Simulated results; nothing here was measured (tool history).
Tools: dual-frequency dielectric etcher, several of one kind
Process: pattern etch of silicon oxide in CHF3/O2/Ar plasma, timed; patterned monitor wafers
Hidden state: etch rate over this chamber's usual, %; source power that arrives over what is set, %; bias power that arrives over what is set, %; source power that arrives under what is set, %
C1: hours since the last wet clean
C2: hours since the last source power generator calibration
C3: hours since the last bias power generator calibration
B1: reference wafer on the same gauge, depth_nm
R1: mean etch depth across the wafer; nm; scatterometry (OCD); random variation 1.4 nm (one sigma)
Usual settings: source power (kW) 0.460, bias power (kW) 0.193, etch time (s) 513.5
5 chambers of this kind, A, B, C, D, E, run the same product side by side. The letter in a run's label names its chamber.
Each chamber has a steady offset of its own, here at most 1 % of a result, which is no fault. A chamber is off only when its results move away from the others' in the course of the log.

Run 1C, hour 9.3: usual settings; C1 532.0; C2 965.8; C3 1654.0; B1 754.11. Result: R1 948.89 nm.
Run 2D, hour 19.2: usual settings; C1 104.9; C2 107.3; C3 712.9; B1 754.25. Result: R1 942.86 nm.
At hour 20.5: chamber C: wet clean of the chamber.
Run 3E, hour 28.7: usual settings; C1 603.8; C2 1752.9; C3 468.2; B1 754.58. Result: R1 938.97 nm.
At hour 33.7: chamber E: wet clean of the chamber.
Run 4A, hour 38.0: usual settings; C1 95.1; C2 1232.6; C3 1638.2; B1 754.43. Result: R1 941.35 nm.
Run 5B, hour 45.7: usual settings but source power (kW) 0.360, etch time (s) 368.0; C1 244.7; C2 135.1; C3 1605.2; B1 754.56. Result: R1 619.31 nm.
Run 6E, hour 54.3: usual settings but source power (kW) 0.360, etch time (s) 368.0; C1 20.7; C2 1778.5; C3 493.8; B1 754.68. Result: R1 612.25 nm.
Run 7D, hour 70.4: usual settings but source power (kW) 0.360, etch time (s) 368.0; C1 156.1; C2 158.5; C3 764.1; B1 754.70. Result: R1 615.89 nm.
Run 8B, hour 78.4: usual settings but source power (kW) 0.360, etch time (s) 368.0; C1 277.4; C2 167.8; C3 1637.9; B1 754.38. Result: R1 621.06 nm.
Run 9C, hour 88.1: usual settings but source power (kW) 0.360, etch time (s) 368.0; C1 67.7; C2 1044.6; C3 1732.8; B1 754.95. Result: R1 620.71 nm.
Run 10A, hour 102.0: usual settings; C1 159.1; C2 1296.6; C3 1702.2; B1 755.22. Result: R1 942.72 nm.
Run 11B, hour 114.3: usual settings; C1 313.3; C2 203.7; C3 1673.8; B1 755.13. Result: R1 949.23 nm.
Run 12A, hour 124.7: usual settings; C1 181.8; C2 1319.3; C3 1724.9; B1 755.14. Result: R1 943.46 nm.
Run 13C, hour 133.9: usual settings; C1 113.5; C2 1090.4; C3 1778.6; B1 755.51. Result: R1 952.30 nm.
Run 14D, hour 142.9: usual settings; C1 228.6; C2 231.0; C3 836.6; B1 755.32. Result: R1 941.46 nm.
Run 15E, hour 153.9: usual settings; C1 120.3; C2 1878.1; C3 593.4; B1 755.65. Result: R1 939.52 nm.
Run 16D, hour 170.4: usual settings; C1 256.1; C2 258.5; C3 864.1; B1 755.69. Result: R1 943.69 nm.
Run 17B, hour 185.6: usual settings; C1 384.6; C2 275.0; C3 1745.1; B1 755.89. Result: R1 951.39 nm.
Run 18C, hour 195.6: usual settings; C1 175.2; C2 1152.1; C3 1840.3; B1 755.99. Result: R1 948.04 nm.
Run 19A, hour 206.7: usual settings; C1 263.8; C2 1401.3; C3 1806.9; B1 755.91. Result: R1 943.83 nm.
Run 20E, hour 220.1: usual settings; C1 186.5; C2 1944.3; C3 659.6; B1 756.06. Result: R1 938.31 nm.
Run 21A, hour 236.2: usual settings; C1 293.3; C2 1430.8; C3 1836.4; B1 756.34. Result: R1 944.06 nm.
Run 22B, hour 246.4: usual settings; C1 445.4; C2 335.8; C3 1805.9; B1 756.36. Result: R1 951.87 nm.
Run 23E, hour 253.6: usual settings; C1 220.0; C2 1977.8; C3 693.1; B1 756.35. Result: R1 940.89 nm.
Run 24C, hour 265.6: usual settings; C1 245.2; C2 1222.1; C3 1910.3; B1 756.54. Result: R1 953.56 nm.
Run 25D, hour 278.2: usual settings; C1 363.9; C2 366.3; C3 971.9; B1 756.73. Result: R1 947.06 nm.
Run 26E, hour 291.6: usual settings; C1 258.0; C2 2015.8; C3 731.1; B1 756.60. Result: R1 942.60 nm.
Run 27B, hour 303.8: usual settings; C1 502.8; C2 393.2; C3 1863.3; B1 756.93. Result: R1 951.23 nm.
Run 28C, hour 313.7: usual settings; C1 293.3; C2 1270.2; C3 1958.4; B1 757.15. Result: R1 951.45 nm.
Run 29D, hour 324.3: usual settings; C1 410.0; C2 412.4; C3 1018.0; B1 757.14. Result: R1 945.35 nm.
At hour 325.9: chamber B: wet clean of the chamber.
Run 30A, hour 339.0: usual settings; C1 396.1; C2 1533.6; C3 1939.2; B1 757.29. Result: R1 945.18 nm.
Run 31E, hour 347.8: usual settings but bias power (kW) 0.217, etch time (s) 656.5; C1 314.2; C2 2072.0; C3 787.3; B1 757.44. Result: R1 1253.50 nm.
Run 32B, hour 359.5: usual settings but bias power (kW) 0.217, etch time (s) 656.5; C1 33.7; C2 448.9; C3 1919.0; B1 757.69. Result: R1 1264.60 nm.
Run 33A, hour 369.7: usual settings but bias power (kW) 0.217, etch time (s) 656.5; C1 426.8; C2 1564.3; C3 1969.9; B1 757.54. Result: R1 1258.00 nm.
Run 34D, hour 381.4: usual settings but bias power (kW) 0.217, etch time (s) 656.5; C1 467.1; C2 469.5; C3 1075.1; B1 757.47. Result: R1 1259.70 nm.
Run 35C, hour 394.4: usual settings but bias power (kW) 0.217, etch time (s) 656.5; C1 374.0; C2 1350.9; C3 2039.1; B1 757.72. Result: R1 1270.50 nm.
Run 36B, hour 405.8: usual settings; C1 80.0; C2 495.2; C3 1965.3; B1 757.93. Result: R1 954.41 nm.
At hour 419.4: chamber D: wet clean of the chamber.
Run 37E, hour 419.7: usual settings; C1 386.1; C2 2143.9; C3 859.2; B1 757.94. Result: R1 942.59 nm.
Run 38D, hour 427.8: usual settings; C1 8.4; C2 515.9; C3 1121.5; B1 757.83. Result: R1 947.49 nm.
Run 39A, hour 438.7: usual settings; C1 495.8; C2 1633.3; C3 2038.9; B1 758.13. Result: R1 947.24 nm.
Run 40C, hour 446.3: usual settings but source power (kW) 0.360, bias power (kW) 0.146; C1 425.9; C2 1402.8; C3 2091.0; B1 757.89. Result: R1 791.42 nm.
Run 41C, hour 460.9: usual settings but source power (kW) 0.360, bias power (kW) 0.146; C1 440.5; C2 1417.4; C3 2105.6; B1 758.19. Result: R1 790.94 nm.
Run 42D, hour 471.6: usual settings but source power (kW) 0.360, bias power (kW) 0.146; C1 52.2; C2 559.7; C3 1165.3; B1 758.65. Result: R1 784.10 nm.

What goes on in this fleet: one chamber off, a drifting gauge, or nothing beyond the chambers' own small offsets? Name the chamber and the cause, if any.

The gauge drifts, so all chambers seem to drift together. No chamber is off.
Cause: gauge reads high (%) = 0.6.
